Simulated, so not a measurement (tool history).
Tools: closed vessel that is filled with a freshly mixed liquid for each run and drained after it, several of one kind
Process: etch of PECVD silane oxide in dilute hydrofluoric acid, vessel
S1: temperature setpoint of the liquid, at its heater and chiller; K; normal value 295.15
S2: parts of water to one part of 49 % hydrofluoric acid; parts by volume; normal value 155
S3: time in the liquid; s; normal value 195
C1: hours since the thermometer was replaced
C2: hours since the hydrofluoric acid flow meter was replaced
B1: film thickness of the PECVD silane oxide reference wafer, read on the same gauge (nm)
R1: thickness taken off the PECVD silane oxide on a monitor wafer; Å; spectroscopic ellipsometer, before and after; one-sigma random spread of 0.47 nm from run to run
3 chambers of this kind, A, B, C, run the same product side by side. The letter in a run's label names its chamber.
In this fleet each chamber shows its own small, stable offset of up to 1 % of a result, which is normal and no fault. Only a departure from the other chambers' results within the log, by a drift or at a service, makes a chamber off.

Run 1A, hour 5.1: usual settings; C1 848.3; C2 738.6; B1 29.993. Result: R1 494.10 Å.
Run 2B, hour 9.0: usual settings; C1 840.0; C2 165.4; B1 29.974. Result: R1 482.49 Å.
Run 3C, hour 11.9: usual settings; C1 208.7; C2 1154.0; B1 30.020. Result: R1 485.94 Å.
Run 4C, hour 16.9: usual settings; C1 213.7; C2 1159.0; B1 29.999. Result: R1 488.15 Å.
Run 5B, hour 20.5: usual settings; C1 851.5; C2 176.9; B1 29.995. Result: R1 484.20 Å.
Run 6A, hour 23.8: usual settings but S1 299.65 K, S2 220 parts by volume; C1 867.0; C2 757.3; B1 30.013. Result: R1 385.65 Å.
Run 7A, hour 27.7: usual settings but S1 299.65 K, S2 220 parts by volume; C1 870.9; C2 761.2; B1 30.002. Result: R1 378.11 Å.
Run 8B, hour 33.4: usual settings but S1 299.65 K, S2 220 parts by volume; C1 864.4; C2 189.8; B1 30.013. Result: R1 376.26 Å.
Run 9C, hour 37.8: usual settings; C1 234.6; C2 1179.9; B1 30.025. Result: R1 493.92 Å.
Run 10A, hour 43.9: usual settings but S2 80 parts by volume; C1 887.1; C2 777.4; B1 29.994. Result: R1 1036.20 Å.
Run 11B, hour 49.3: usual settings but S2 80 parts by volume; C1 880.3; C2 205.7; B1 30.023. Result: R1 1042.60 Å.
Run 12C, hour 52.9: usual settings but S2 80 parts by volume; C1 249.7; C2 1195.0; B1 29.996. Result: R1 1027.50 Å.
Run 13C, hour 58.6: usual settings; C1 255.4; C2 1200.7; B1 29.973. Result: R1 481.10 Å.
Run 14A, hour 63.5: usual settings; C1 906.7; C2 797.0; B1 29.991. Result: R1 486.16 Å.
Run 15B, hour 66.4: usual settings; C1 897.4; C2 222.8; B1 30.001. Result: R1 487.56 Å.
Run 16C, hour 70.9: usual settings; C1 267.7; C2 1213.0; B1 29.986. Result: R1 474.62 Å.
Run 17B, hour 74.1: usual settings; C1 905.1; C2 230.5; B1 29.986. Result: R1 491.83 Å.
Run 18A, hour 79.7: usual settings; C1 922.9; C2 813.2; B1 30.002. Result: R1 487.98 Å.
Run 19C, hour 83.1: usual settings but S1 297.65 K, S2 115 parts by volume; C1 279.9; C2 1225.2; B1 30.008. Result: R1 728.25 Å.
Run 20B, hour 87.1: usual settings but S1 297.65 K, S2 115 parts by volume; C1 918.1; C2 243.5; B1 29.990. Result: R1 761.74 Å.
Run 21A, hour 90.6: usual settings but S1 297.65 K, S2 115 parts by volume; C1 933.8; C2 824.1; B1 30.010. Result: R1 758.81 Å.
Run 22C, hour 95.4: usual settings; C1 292.2; C2 1237.5; B1 30.002. Result: R1 473.08 Å.
Run 23A, hour 100.0: usual settings; C1 943.2; C2 833.5; B1 29.983. Result: R1 494.91 Å.
Run 24B, hour 102.7: usual settings; C1 933.7; C2 259.1; B1 29.991. Result: R1 489.64 Å.
Run 25C, hour 106.4: usual settings; C1 303.2; C2 1248.5; B1 29.979. Result: R1 472.42 Å.
Run 26B, hour 109.4: usual settings; C1 940.4; C2 265.8; B1 29.998. Result: R1 493.14 Å.
Run 27A, hour 114.2: usual settings; C1 957.4; C2 847.7; B1 29.991. Result: R1 485.91 Å.
Run 28A, hour 119.6: usual settings; C1 962.8; C2 853.1; B1 29.993. Result: R1 486.99 Å.
Run 29C, hour 123.6: usual settings but S2 180 parts by volume, S3 250 s; C1 320.4; C2 1265.7; B1 30.005. Result: R1 482.93 Å.
Run 30B, hour 127.3: usual settings but S2 180 parts by volume, S3 250 s; C1 958.3; C2 283.7; B1 29.978. Result: R1 526.32 Å.
Run 31C, hour 132.5: usual settings but S2 180 parts by volume, S3 250 s; C1 329.3; C2 1274.6; B1 30.003. Result: R1 480.12 Å.
Run 32B, hour 137.0: usual settings but S3 100 s; C1 968.0; C2 293.4; B1 30.038. Result: R1 251.74 Å.
Run 33A, hour 140.4: usual settings but S3 100 s; C1 983.6; C2 873.9; B1 29.994. Result: R1 246.81 Å.
Run 34B, hour 144.3: usual settings but S3 100 s; C1 975.3; C2 300.7; B1 29.994. Result: R1 250.35 Å.
Run 35A, hour 149.4: usual settings but S3 240 s; C1 992.6; C2 882.9; B1 30.009. Result: R1 598.06 Å.
Run 36C, hour 155.2: usual settings but S3 240 s; C1 352.0; C2 1297.3; B1 29.996. Result: R1 555.88 Å.
Run 37B, hour 159.6: usual settings but S3 240 s; C1 990.6; C2 316.0; B1 29.999. Result: R1 601.75 Å.
Run 38A, hour 164.6: usual settings; C1 1007.8; C2 898.1; B1 30.014. Result: R1 486.85 Å.
Run 39C, hour 169.8: usual settings; C1 366.6; C2 1311.9; B1 30.022. Result: R1 436.48 Å.
Run 40B, hour 174.0: usual settings; C1 1005.0; C2 330.4; B1 30.002. Result: R1 486.83 Å.
Run 41C, hour 179.3: usual settings; C1 376.1; C2 1321.4; B1 30.007. Result: R1 436.45 Å.
Run 42A, hour 185.0: usual settings; C1 1028.2; C2 918.5; B1 29.981. Result: R1 494.65 Å.

Predict what each chamber gives when all 3 of them run the settings below next.
Run 43A, hour 189.3: usual settings. Result: R1 ?.
Run 43B, hour 189.3: usual settings. Result: R1 ?.
Run 43C, hour 189.3: usual settings. Result: R1 ?.

run      R1
43A  488.76
43B  491.25
43C  438.09
